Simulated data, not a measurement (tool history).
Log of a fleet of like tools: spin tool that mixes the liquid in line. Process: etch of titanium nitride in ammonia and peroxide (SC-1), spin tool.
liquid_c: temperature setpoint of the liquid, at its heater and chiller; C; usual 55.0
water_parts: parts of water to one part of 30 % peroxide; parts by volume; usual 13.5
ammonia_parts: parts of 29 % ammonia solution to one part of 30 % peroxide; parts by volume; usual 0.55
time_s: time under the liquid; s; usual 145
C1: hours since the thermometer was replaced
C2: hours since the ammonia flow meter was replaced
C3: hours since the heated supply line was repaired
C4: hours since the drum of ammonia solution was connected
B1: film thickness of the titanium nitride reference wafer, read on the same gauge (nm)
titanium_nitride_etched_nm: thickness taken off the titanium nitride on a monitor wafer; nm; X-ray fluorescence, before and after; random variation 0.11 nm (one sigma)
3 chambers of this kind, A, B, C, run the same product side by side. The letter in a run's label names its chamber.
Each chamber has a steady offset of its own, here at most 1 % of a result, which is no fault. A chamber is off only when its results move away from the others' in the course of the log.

Run 1B, day 0.225: usual settings; C1 1163.5; C2 2060.3; C3 1999.8; C4 28.6; B1 50.027. Result: titanium_nitride_etched_nm 11.6790 nm.
Run 2A, day 0.425: usual settings; C1 964.7; C2 879.3; C3 1582.1; C4 122.5; B1 49.959. Result: titanium_nitride_etched_nm 11.8480 nm.
Run 3C, day 0.608: usual settings; C1 540.4; C2 693.4; C3 196.3; C4 606.6; B1 50.025. Result: titanium_nitride_etched_nm 11.7880 nm.
Run 4A, day 0.725: usual settings; C1 971.9; C2 886.5; C3 1589.3; C4 129.7; B1 50.018. Result: titanium_nitride_etched_nm 11.7440 nm.
Run 5C, day 0.850: usual settings; C1 546.2; C2 699.2; C3 202.1; C4 612.4; B1 50.005. Result: titanium_nitride_etched_nm 11.8530 nm.
Run 6B, day 1.033: usual settings; C1 1182.9; C2 2079.7; C3 2019.2; C4 48.0; B1 49.992. Result: titanium_nitride_etched_nm 11.5820 nm.
Run 7C, day 1.254: usual settings; C1 555.9; C2 708.9; C3 211.8; C4 622.1; B1 50.028. Result: titanium_nitride_etched_nm 11.6530 nm.
Run 8A, day 1.458: usual settings; C1 989.5; C2 904.1; C3 1606.9; C4 147.3; B1 50.014. Result: titanium_nitride_etched_nm 11.7500 nm.
Run 9B, day 1.608: usual settings; C1 1196.7; C2 2093.5; C3 2033.0; C4 61.8; B1 49.991. Result: titanium_nitride_etched_nm 11.5050 nm.
Run 10C, day 1.792: usual settings; C1 568.8; C2 721.8; C3 224.7; C4 635.0; B1 49.977. Result: titanium_nitride_etched_nm 11.6080 nm.
Run 11A, day 1.921: usual settings; C1 1000.6; C2 915.2; C3 1618.0; C4 158.4; B1 50.021. Result: titanium_nitride_etched_nm 11.8460 nm.
Run 12B, day 2.108: usual settings; C1 1208.7; C2 2105.5; C3 2045.0; C4 73.8; B1 50.012. Result: titanium_nitride_etched_nm 11.8260 nm.
Run 13A, day 2.329: usual settings; C1 1010.4; C2 925.0; C3 1627.8; C4 168.2; B1 49.986. Result: titanium_nitride_etched_nm 12.1310 nm.
Run 14C, day 2.492: usual settings; C1 585.6; C2 738.6; C3 241.5; C4 651.8; B1 49.979. Result: titanium_nitride_etched_nm 11.6230 nm.
Run 15B, day 2.621: usual settings; C1 1221.0; C2 2117.8; C3 2057.3; C4 86.1; B1 50.007. Result: titanium_nitride_etched_nm 11.6200 nm.
Run 16B, day 2.792: usual settings; C1 1225.1; C2 2121.9; C3 2061.4; C4 90.2; B1 50.005. Result: titanium_nitride_etched_nm 11.5940 nm.
Run 17A, day 3.004: usual settings; C1 1026.6; C2 941.2; C3 1644.0; C4 184.4; B1 50.013. Result: titanium_nitride_etched_nm 12.3130 nm.
Run 18C, day 3.125: usual settings but ammonia_parts 0.40 parts by volume, time_s 85 s; C1 600.8; C2 753.8; C3 256.7; C4 667.0; B1 50.013. Result: titanium_nitride_etched_nm 6.5401 nm.
Run 19A, day 3.279: usual settings but ammonia_parts 0.40 parts by volume, time_s 85 s; C1 1033.2; C2 947.8; C3 1650.6; C4 191.0; B1 49.997. Result: titanium_nitride_etched_nm 6.7028 nm.
Run 20C, day 3.404: usual settings but ammonia_parts 0.40 parts by volume, time_s 85 s; C1 607.5; C2 760.5; C3 263.4; C4 673.7; B1 49.952. Result: titanium_nitride_etched_nm 6.5131 nm.
Run 21B, day 3.629: usual settings; C1 1245.2; C2 2142.0; C3 2081.5; C4 110.3; B1 49.985. Result: titanium_nitride_etched_nm 11.7930 nm.
Run 22C, day 3.833: usual settings; C1 617.8; C2 770.8; C3 273.7; C4 684.0; B1 49.974. Result: titanium_nitride_etched_nm 11.6590 nm.
Run 23B, day 3.962: usual settings; C1 1253.2; C2 2150.0; C3 2089.5; C4 118.3; B1 50.018. Result: titanium_nitride_etched_nm 11.5950 nm.
Run 24A, day 4.121: usual settings; C1 1053.4; C2 968.0; C3 1670.8; C4 211.2; B1 50.004. Result: titanium_nitride_etched_nm 12.1040 nm.
Run 25C, day 4.296: usual settings; C1 628.9; C2 781.9; C3 284.8; C4 695.1; B1 50.017. Result: titanium_nitride_etched_nm 11.6490 nm.
Run 26A, day 4.517: usual settings; C1 1062.9; C2 977.5; C3 1680.3; C4 220.7; B1 50.016. Result: titanium_nitride_etched_nm 12.4290 nm.
Run 27B, day 4.654: usual settings; C1 1269.8; C2 2166.6; C3 2106.1; C4 134.9; B1 49.997. Result: titanium_nitride_etched_nm 11.5990 nm.
Run 28C, day 4.800: usual settings; C1 641.0; C2 794.0; C3 296.9; C4 707.2; B1 50.003. Result: titanium_nitride_etched_nm 11.8280 nm.
Run 29A, day 5.012: usual settings but liquid_c 63.5 C; C1 1074.8; C2 989.4; C3 1692.2; C4 232.6; B1 50.002. Result: titanium_nitride_etched_nm 21.5140 nm.
Run 30B, day 5.179: usual settings but liquid_c 63.5 C; C1 1282.4; C2 2179.2; C3 2118.7; C4 147.5; B1 49.972. Result: titanium_nitride_etched_nm 20.6980 nm.
Run 31A, day 5.358: usual settings but liquid_c 63.5 C; C1 1083.1; C2 997.7; C3 1700.5; C4 240.9; B1 49.987. Result: titanium_nitride_etched_nm 21.5950 nm.
Run 32B, day 5.538: usual settings; C1 1291.0; C2 2187.8; C3 2127.3; C4 156.1; B1 49.991. Result: titanium_nitride_etched_nm 11.6920 nm.
Run 33C, day 5.692: usual settings; C1 662.4; C2 815.4; C3 318.3; C4 728.6; B1 49.949. Result: titanium_nitride_etched_nm 11.6720 nm.
Run 34C, day 5.904: usual settings; C1 667.5; C2 820.5; C3 323.4; C4 733.7; B1 50.007. Result: titanium_nitride_etched_nm 11.7160 nm.
Run 35B, day 6.096: usual settings but time_s 220 s; C1 1304.4; C2 2201.2; C3 2140.7; C4 169.5; B1 49.950. Result: titanium_nitride_etched_nm 17.4880 nm.
Run 36A, day 6.229: usual settings but time_s 220 s; C1 1104.0; C2 1018.6; C3 1721.4; C4 261.8; B1 49.995. Result: titanium_nitride_etched_nm 18.8910 nm.
Run 37B, day 6.375: usual settings but time_s 220 s; C1 1311.1; C2 2207.9; C3 2147.4; C4 176.2; B1 50.014. Result: titanium_nitride_etched_nm 17.4630 nm.
Run 38C, day 6.512: usual settings but ammonia_parts 0.80 parts by volume; C1 682.1; C2 835.1; C3 338.0; C4 748.3; B1 49.977. Result: titanium_nitride_etched_nm 12.4080 nm.
Run 39A, day 6.621: usual settings but ammonia_parts 0.80 parts by volume; C1 1113.4; C2 1028.0; C3 1730.8; C4 271.2; B1 50.001. Result: titanium_nitride_etched_nm 13.4240 nm.
Run 40A, day 6.817: usual settings but ammonia_parts 0.80 parts by volume; C1 1118.1; C2 1032.7; C3 1735.5; C4 275.9; B1 50.002. Result: titanium_nitride_etched_nm 13.6590 nm.
Run 41C, day 7.033: usual settings; C1 694.6; C2 847.6; C3 350.5; C4 760.8; B1 49.999. Result: titanium_nitride_etched_nm 11.5900 nm.
Run 42B, day 7.154: usual settings but ammonia_parts 0.65 parts by volume; C1 1329.8; C2 2226.6; C3 2166.1; C4 194.9; B1 49.998. Result: titanium_nitride_etched_nm 11.9090 nm.
Run 43C, day 7.317: usual settings but ammonia_parts 0.65 parts by volume; C1 701.4; C2 854.4; C3 357.3; C4 767.6; B1 49.987. Result: titanium_nitride_etched_nm 12.0760 nm.
Run 44B, day 7.521: usual settings but ammonia_parts 0.65 parts by volume; C1 1338.6; C2 2235.4; C3 2174.9; C4 203.7; B1 49.994. Result: titanium_nitride_etched_nm 12.0240 nm.

What goes on in this fleet: one chamber off, a drifting gauge, or nothing beyond the chambers' own small offsets? Name the chamber and the cause, if any.

Chamber A drifts away from the others.
Cause: liquid hotter than its thermometer reads (K) = 1.12.

Here are 4 candidates for chamber A's next run, each the usual settings with a change, their results left as question marks. Which one brings its results back in line with what the others give on the usual settings?
In line means no further than this from the other chambers' mean on the usual settings: titanium_nitride_etched_nm 0.3900 nm
Run 45A-1, day 7.688: usual settings but ammonia_parts 0.65 parts by volume. Result: titanium_nitride_etched_nm ?.
Run 45A-2, day 7.688: usual settings but liquid_c 54.0 C, time_s 140 s. Result: titanium_nitride_etched_nm ?.
Run 45A-3, day 7.688: usual settings but liquid_c 56.0 C, time_s 150 s. Result: titanium_nitride_etched_nm ?.
Run 45A-4, day 7.688: usual settings but time_s 140 s. Result: titanium_nitride_etched_nm ?.

The other chambers' mean on the usual settings: titanium_nitride_etched_nm 11.6870 nm
  run  titanium_nitride_etched_nm
45A-1                     13.1110
45A-2                     11.4900
45A-3                     14.0890
45A-4                     12.2900
45A-2 brings the chamber back in line.
